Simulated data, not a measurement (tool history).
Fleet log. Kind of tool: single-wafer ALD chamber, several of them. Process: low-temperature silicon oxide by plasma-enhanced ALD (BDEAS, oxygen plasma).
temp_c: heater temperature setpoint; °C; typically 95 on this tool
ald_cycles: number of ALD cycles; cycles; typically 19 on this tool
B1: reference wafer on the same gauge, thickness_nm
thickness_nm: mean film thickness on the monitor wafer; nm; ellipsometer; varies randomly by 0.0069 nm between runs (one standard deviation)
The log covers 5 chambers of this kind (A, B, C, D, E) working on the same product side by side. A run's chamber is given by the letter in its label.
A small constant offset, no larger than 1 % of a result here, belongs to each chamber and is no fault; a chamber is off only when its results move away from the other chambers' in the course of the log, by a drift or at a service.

{"run": "1B", "hour": 9.5, "temp_c": 95, "ald_cycles": 19, "B1": 2.4087, "thickness_nm": 2.7849}
{"run": "2E", "hour": 20.5, "temp_c": 95, "ald_cycles": 19, "B1": 2.4085, "thickness_nm": 2.7418}
{"run": "3D", "hour": 30.1, "temp_c": 95, "ald_cycles": 19, "B1": 2.4096, "thickness_nm": 2.7818}
{"run": "4A", "hour": 35.4, "temp_c": 95, "ald_cycles": 19, "B1": 2.4107, "thickness_nm": 2.7327}
{"run": "5C", "hour": 47.4, "temp_c": 95, "ald_cycles": 19, "B1": 2.4094, "thickness_nm": 2.7638}
{"hour": 56.5, "done": "chamber E: thermocouple changed; heater temperature recalibrated"}
{"run": "6A", "hour": 57.3, "temp_c": 95, "ald_cycles": 19, "B1": 2.4118, "thickness_nm": 2.7386}
{"run": "7D", "hour": 66.8, "temp_c": 95, "ald_cycles": 19, "B1": 2.41, "thickness_nm": 2.7613}
{"run": "8C", "hour": 77.3, "temp_c": 95, "ald_cycles": 19, "B1": 2.4092, "thickness_nm": 2.763}
{"run": "9B", "hour": 87.4, "temp_c": 95, "ald_cycles": 19, "B1": 2.4096, "thickness_nm": 2.7798}
{"run": "10E", "hour": 98.1, "temp_c": 95, "ald_cycles": 19, "B1": 2.4098, "thickness_nm": 2.7267}
{"run": "11A", "hour": 109.8, "temp_c": 105, "ald_cycles": 19, "B1": 2.4089, "thickness_nm": 2.671}
{"run": "12E", "hour": 119.6, "temp_c": 105, "ald_cycles": 19, "B1": 2.4104, "thickness_nm": 2.6654}
{"run": "13D", "hour": 131.4, "temp_c": 105, "ald_cycles": 19, "B1": 2.4109, "thickness_nm": 2.6933}
{"run": "14B", "hour": 139.0, "temp_c": 105, "ald_cycles": 19, "B1": 2.4101, "thickness_nm": 2.7101}
{"run": "15C", "hour": 150.9, "temp_c": 105, "ald_cycles": 19, "B1": 2.4096, "thickness_nm": 2.6903}
{"run": "16E", "hour": 162.1, "temp_c": 95, "ald_cycles": 19, "B1": 2.4102, "thickness_nm": 2.7447}
{"run": "17C", "hour": 171.3, "temp_c": 95, "ald_cycles": 19, "B1": 2.4107, "thickness_nm": 2.755}
{"run": "18D", "hour": 182.4, "temp_c": 95, "ald_cycles": 19, "B1": 2.4095, "thickness_nm": 2.7739}
{"run": "19A", "hour": 194.1, "temp_c": 95, "ald_cycles": 22, "B1": 2.4099, "thickness_nm": 3.1746}
{"run": "20B", "hour": 204.3, "temp_c": 95, "ald_cycles": 22, "B1": 2.4106, "thickness_nm": 3.2126}
{"run": "21A", "hour": 213.2, "temp_c": 95, "ald_cycles": 22, "B1": 2.4092, "thickness_nm": 3.1646}
{"run": "22C", "hour": 224.0, "temp_c": 95, "ald_cycles": 22, "B1": 2.4107, "thickness_nm": 3.2178}
{"hour": 231.4, "done": "chamber C: thermocouple changed; heater temperature recalibrated"}
{"run": "23D", "hour": 231.6, "temp_c": 95, "ald_cycles": 22, "B1": 2.4097, "thickness_nm": 3.2053}
{"run": "24E", "hour": 239.0, "temp_c": 95, "ald_cycles": 19, "B1": 2.4115, "thickness_nm": 2.7422}
{"run": "25B", "hour": 244.7, "temp_c": 95, "ald_cycles": 19, "B1": 2.4108, "thickness_nm": 2.7777}
{"run": "26A", "hour": 255.3, "temp_c": 95, "ald_cycles": 19, "B1": 2.4103, "thickness_nm": 2.7334}
{"run": "27B", "hour": 267.0, "temp_c": 95, "ald_cycles": 19, "B1": 2.4084, "thickness_nm": 2.78}
{"run": "28C", "hour": 278.0, "temp_c": 109, "ald_cycles": 17, "B1": 2.4087, "thickness_nm": 2.4122}
{"run": "29E", "hour": 289.8, "temp_c": 109, "ald_cycles": 17, "B1": 2.4093, "thickness_nm": 2.3681}
{"run": "30D", "hour": 295.6, "temp_c": 109, "ald_cycles": 17, "B1": 2.4095, "thickness_nm": 2.3966}
{"run": "31C", "hour": 300.8, "temp_c": 109, "ald_cycles": 17, "B1": 2.4105, "thickness_nm": 2.4172}
{"run": "32D", "hour": 311.6, "temp_c": 109, "ald_cycles": 17, "B1": 2.4087, "thickness_nm": 2.3941}
{"run": "33E", "hour": 323.1, "temp_c": 95, "ald_cycles": 19, "B1": 2.4077, "thickness_nm": 2.7518}
{"run": "34A", "hour": 334.9, "temp_c": 95, "ald_cycles": 19, "B1": 2.4108, "thickness_nm": 2.7375}
{"run": "35B", "hour": 340.4, "temp_c": 95, "ald_cycles": 19, "B1": 2.4106, "thickness_nm": 2.7898}
{"run": "36C", "hour": 350.0, "temp_c": 95, "ald_cycles": 19, "B1": 2.4088, "thickness_nm": 2.8213}
{"run": "37B", "hour": 361.6, "temp_c": 95, "ald_cycles": 19, "B1": 2.4109, "thickness_nm": 2.7809}
{"run": "38E", "hour": 373.3, "temp_c": 95, "ald_cycles": 19, "B1": 2.4091, "thickness_nm": 2.7497}
{"run": "39A", "hour": 382.4, "temp_c": 95, "ald_cycles": 19, "B1": 2.4117, "thickness_nm": 2.7397}
{"run": "40D", "hour": 391.9, "temp_c": 95, "ald_cycles": 19, "B1": 2.4104, "thickness_nm": 2.7671}
{"run": "41A", "hour": 400.2, "temp_c": 95, "ald_cycles": 19, "B1": 2.4095, "thickness_nm": 2.7319}

Predict what each chamber gives when all 5 of them run the settings below next.
{"run": "42A", "hour": 408.8, "temp_c": 95, "ald_cycles": 19, "thickness_nm": "?"}
{"run": "42B", "hour": 408.8, "temp_c": 95, "ald_cycles": 19, "thickness_nm": "?"}
{"run": "42C", "hour": 408.8, "temp_c": 95, "ald_cycles": 19, "thickness_nm": "?"}
{"run": "42D", "hour": 408.8, "temp_c": 95, "ald_cycles": 19, "thickness_nm": "?"}
{"run": "42E", "hour": 408.8, "temp_c": 95, "ald_cycles": 19, "thickness_nm": "?"}

run=42A thickness_nm=2.7337
run=42B thickness_nm=2.7832
run=42C thickness_nm=2.8151
run=42D thickness_nm=2.7732
run=42E thickness_nm=2.7466
